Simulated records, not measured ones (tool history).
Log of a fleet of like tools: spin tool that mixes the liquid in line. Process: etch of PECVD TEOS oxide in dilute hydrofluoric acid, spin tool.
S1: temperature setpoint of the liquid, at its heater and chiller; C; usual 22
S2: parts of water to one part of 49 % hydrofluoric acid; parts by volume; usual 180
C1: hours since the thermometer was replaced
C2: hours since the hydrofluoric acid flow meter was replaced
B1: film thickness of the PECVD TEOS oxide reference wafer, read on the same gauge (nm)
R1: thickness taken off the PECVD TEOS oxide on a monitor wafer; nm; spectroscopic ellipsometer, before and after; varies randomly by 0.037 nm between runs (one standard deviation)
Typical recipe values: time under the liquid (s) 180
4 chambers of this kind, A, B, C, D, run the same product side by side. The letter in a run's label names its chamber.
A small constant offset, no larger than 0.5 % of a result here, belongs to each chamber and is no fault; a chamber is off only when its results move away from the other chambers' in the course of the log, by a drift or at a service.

Run 1B, day 0.383: usual settings; C1 1077.3; C2 537.5; B1 129.97. Result: R1 12.0390 nm.
Run 2A, day 0.646: usual settings; C1 1232.5; C2 1301.2; B1 129.98. Result: R1 12.1350 nm.
Run 3D, day 0.971: usual settings; C1 787.8; C2 159.0; B1 130.02. Result: R1 12.1020 nm.
Run 4C, day 1.229: usual settings; C1 2145.4; C2 31.8; B1 130.00. Result: R1 12.0510 nm.
At day 1.433: chamber D: thermometer replaced.
Run 5A, day 1.517: usual settings; C1 1253.4; C2 1322.1; B1 129.99. Result: R1 12.0850 nm.
Run 6D, day 1.758: usual settings; C1 7.8; C2 177.9; B1 130.00. Result: R1 12.1180 nm.
Run 7C, day 1.975: usual settings; C1 2163.3; C2 49.7; B1 129.98. Result: R1 12.0270 nm.
Run 8B, day 2.250: usual settings; C1 1122.1; C2 582.3; B1 129.99. Result: R1 12.1060 nm.
Run 9D, day 2.571: usual settings; C1 27.3; C2 197.4; B1 129.99. Result: R1 12.1190 nm.
Run 10B, day 2.921: usual settings; C1 1138.2; C2 598.4; B1 129.99. Result: R1 12.0370 nm.
Run 11A, day 3.117: usual settings; C1 1291.8; C2 1360.5; B1 130.01. Result: R1 12.0580 nm.
Run 12C, day 3.500: usual settings; C1 2199.9; C2 86.3; B1 130.00. Result: R1 12.0780 nm.
Run 13A, day 3.850: usual settings; C1 1309.4; C2 1378.1; B1 129.98. Result: R1 12.0740 nm.
Run 14C, day 4.088: usual settings; C1 2214.0; C2 100.4; B1 129.99. Result: R1 11.9850 nm.
Run 15B, day 4.346: usual settings; C1 1172.4; C2 632.6; B1 130.06. Result: R1 11.9120 nm.
Run 16D, day 4.642: usual settings but S1 26 C, time under the liquid (s) 115; C1 77.0; C2 247.1; B1 130.00. Result: R1 9.0320 nm.
Run 17A, day 4.904: usual settings but S1 26 C, time under the liquid (s) 115; C1 1334.7; C2 1403.4; B1 130.02. Result: R1 8.9714 nm.
Run 18C, day 5.133: usual settings but S1 26 C, time under the liquid (s) 115; C1 2239.1; C2 125.5; B1 130.00. Result: R1 8.9942 nm.
Run 19B, day 5.408: usual settings but S1 26 C, time under the liquid (s) 115; C1 1197.9; C2 658.1; B1 129.99. Result: R1 8.8754 nm.
Run 20D, day 5.608: usual settings; C1 100.2; C2 270.3; B1 129.97. Result: R1 12.1050 nm.
Run 21C, day 5.900: usual settings; C1 2257.5; C2 143.9; B1 130.03. Result: R1 12.0490 nm.
Run 22B, day 6.121: usual settings but S2 100 parts by volume, time under the liquid (s) 215; C1 1215.0; C2 675.2; B1 130.00. Result: R1 27.6070 nm.
Run 23A, day 6.458: usual settings but S2 100 parts by volume, time under the liquid (s) 215; C1 1372.0; C2 1440.7; B1 130.01. Result: R1 28.1100 nm.
Run 24D, day 6.733: usual settings but S2 100 parts by volume, time under the liquid (s) 215; C1 127.2; C2 297.3; B1 130.01. Result: R1 28.5740 nm.

Is one chamber out of step, is the gauge drifting, or do the chambers differ by no more than their own small offsets? For an off chamber, give its letter and the likeliest cause.

One chamber, B, drifts off from the rest bit by bit.
What lies behind it: hydrofluoric acid flow below the setpoint (%) = 1.59.
The log might look much the same if the cause were instead: liquid colder than its thermometer reads (K).

Chamber B could run next with any of the 4 candidate recipes listed below; each alters the usual settings, and their results appear as question marks. Which one brings its results back in line with what the other chambers deliver on the usual settings?
In line means no further than this from the other chambers' mean on the usual settings: R1 0.1300 nm
Run 25B-1, day 7.012: usual settings but S1 21.5 C. Result: R1 ?.
Run 25B-2, day 7.012: usual settings but S1 21.0 C. Result: R1 ?.
Run 25B-3, day 7.012: usual settings but S1 22.5 C. Result: R1 ?.
Run 25B-4, day 7.012: usual settings but S1 23.0 C. Result: R1 ?.

Usual-settings mean across the other chambers: R1 12.0620 nm
  run       R1
25B-1  11.6470
25B-2  11.4210
25B-3  12.1050
25B-4  12.3370
It is 25B-3 that realigns the chamber with its peers.

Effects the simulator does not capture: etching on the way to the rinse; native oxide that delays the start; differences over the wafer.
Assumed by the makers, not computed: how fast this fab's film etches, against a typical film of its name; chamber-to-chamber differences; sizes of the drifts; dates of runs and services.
